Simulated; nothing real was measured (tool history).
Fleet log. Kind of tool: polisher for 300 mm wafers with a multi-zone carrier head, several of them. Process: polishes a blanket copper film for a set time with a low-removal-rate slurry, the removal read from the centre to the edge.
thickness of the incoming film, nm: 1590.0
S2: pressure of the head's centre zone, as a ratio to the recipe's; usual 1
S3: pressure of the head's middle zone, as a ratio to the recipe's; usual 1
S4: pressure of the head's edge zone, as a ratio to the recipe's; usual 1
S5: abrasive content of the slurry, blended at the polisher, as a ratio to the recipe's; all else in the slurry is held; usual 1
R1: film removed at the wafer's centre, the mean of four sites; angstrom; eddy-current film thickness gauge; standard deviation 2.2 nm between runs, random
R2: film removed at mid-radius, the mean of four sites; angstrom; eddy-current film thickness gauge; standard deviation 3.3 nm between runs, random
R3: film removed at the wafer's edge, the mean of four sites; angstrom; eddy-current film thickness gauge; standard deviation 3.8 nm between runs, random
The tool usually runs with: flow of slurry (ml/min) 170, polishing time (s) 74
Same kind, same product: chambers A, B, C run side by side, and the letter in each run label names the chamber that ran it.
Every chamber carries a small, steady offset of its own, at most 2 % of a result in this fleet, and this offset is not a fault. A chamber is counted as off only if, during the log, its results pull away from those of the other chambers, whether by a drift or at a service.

Run 1C, hour 6: usual settings. Result: R1 2983.4 angstrom, R2 3011.9 angstrom, R3 3053.4 angstrom.
At hour 6.6: chamber A: worn pad replaced by a new one.
Run 2A, hour 16.5: usual settings. Result: R1 3016.6 angstrom, R2 2967.5 angstrom, R3 2982.5 angstrom.
Run 3B, hour 25.4: usual settings. Result: R1 3064.1 angstrom, R2 3017.4 angstrom, R3 2996.7 angstrom.
Run 4C, hour 32.4: usual settings. Result: R1 2922.1 angstrom, R2 2968.9 angstrom, R3 3036.8 angstrom.
Run 5A, hour 41.2: usual settings. Result: R1 2975.7 angstrom, R2 3074.8 angstrom, R3 3031.8 angstrom.
At hour 49.5: chamber B: worn pad replaced by a new one.
Run 6B, hour 51.4: usual settings. Result: R1 3075.1 angstrom, R2 3056.9 angstrom, R3 3010.4 angstrom.
Run 7C, hour 56.7: usual settings but S2 1.1. Result: R1 3296.9 angstrom, R2 3029 angstrom, R3 2984.2 angstrom.
Run 8B, hour 62.1: usual settings but S2 1.1. Result: R1 3451 angstrom, R2 3042.6 angstrom, R3 2931 angstrom.
Run 9A, hour 70: usual settings but S2 1.1. Result: R1 3317.2 angstrom, R2 3023.1 angstrom, R3 2979.5 angstrom.
At hour 73.7: chamber A: worn pad replaced by a new one.
Run 10B, hour 80.4: usual settings. Result: R1 3095.3 angstrom, R2 3003.9 angstrom, R3 3026.2 angstrom.
Run 11A, hour 86.1: usual settings. Result: R1 2979.1 angstrom, R2 3073.6 angstrom, R3 3085 angstrom.
Run 12C, hour 95.1: usual settings but flow of slurry (ml/min) 225, polishing time (s) 57. Result: R1 2341.5 angstrom, R2 2302.3 angstrom, R3 2293.9 angstrom.
Run 13A, hour 104.3: usual settings but flow of slurry (ml/min) 225, polishing time (s) 57. Result: R1 2400.9 angstrom, R2 2356.7 angstrom, R3 2390.1 angstrom.
Run 14C, hour 110.6: usual settings but flow of slurry (ml/min) 225, polishing time (s) 57. Result: R1 2316.6 angstrom, R2 2325.6 angstrom, R3 2283.2 angstrom.
Run 15B, hour 117.8: usual settings. Result: R1 3049.7 angstrom, R2 3007.9 angstrom, R3 2967.6 angstrom.
At hour 126.1: chamber B: worn pad replaced by a new one.
Run 16B, hour 126.6: usual settings. Result: R1 3048.2 angstrom, R2 3018.4 angstrom, R3 3029.5 angstrom.
Run 17C, hour 132.4: usual settings. Result: R1 2778.9 angstrom, R2 2803.7 angstrom, R3 2813.5 angstrom.
Run 18A, hour 137.5: usual settings. Result: R1 2963.9 angstrom, R2 3023.9 angstrom, R3 3019.7 angstrom.
At hour 139.3: chamber A: worn pad replaced by a new one.
Run 19A, hour 145.8: usual settings but S3 1.07, S4 1.06. Result: R1 3018 angstrom, R2 3230.6 angstrom, R3 3047.3 angstrom.
Run 20C, hour 156.6: usual settings but S3 1.07, S4 1.06. Result: R1 2745.2 angstrom, R2 2937.1 angstrom, R3 2890 angstrom.
Run 21B, hour 165.4: usual settings but S3 1.07, S4 1.06. Result: R1 3053.6 angstrom, R2 3281.1 angstrom, R3 3180.8 angstrom.

Is one chamber out of step, is the gauge drifting, or do the chambers differ by no more than their own small offsets? For an off chamber, give its letter and the likeliest cause.

One chamber, C, drifts off from the rest bit by bit.
Most likely cause: removal rate lost through wear of the pad, % = 9.6.
The log may not separate it from: slurry flow missing at the pad, %.

Chamber C could run next with any of the 4 candidate recipes listed below; each alters the usual settings, and their results appear as question marks. Which one brings its results back in line with what the other chambers deliver on the usual settings?
To be in line, a result may differ from the other chambers' mean on the usual settings by at most: R1 76 angstrom; R2 120 angstrom; R3 130 angstrom
Run 22C-1, hour 173.8: usual settings but flow of slurry (ml/min) 175, S2 1.01, polishing time (s) 81. Result: R1 ?, R2 ?, R3 ?.
Run 22C-2, hour 173.8: usual settings but flow of slurry (ml/min) 165, S2 0.99, polishing time (s) 67. Result: R1 ?, R2 ?, R3 ?.
Run 22C-3, hour 173.8: usual settings but flow of slurry (ml/min) 175, S2 1.03, S5 1.05, polishing time (s) 88. Result: R1 ?, R2 ?, R3 ?.
Run 22C-4, hour 173.8: usual settings but flow of slurry (ml/min) 165, S2 0.97, S5 0.95, polishing time (s) 62. Result: R1 ?, R2 ?, R3 ?.

On the usual settings, the other chambers give on average: R1 3026.7 angstrom; R2 3016.3 angstrom; R3 3023 angstrom
  run      R1      R2      R3
22C-1  2997.1  2980.4  2998.8
22C-2  2398.2  2440.9  2462.4
22C-3  3361.8    3272  3292.6
22C-4  2146.4  2234.2  2253.6
22C-1 brings the chamber back in line.
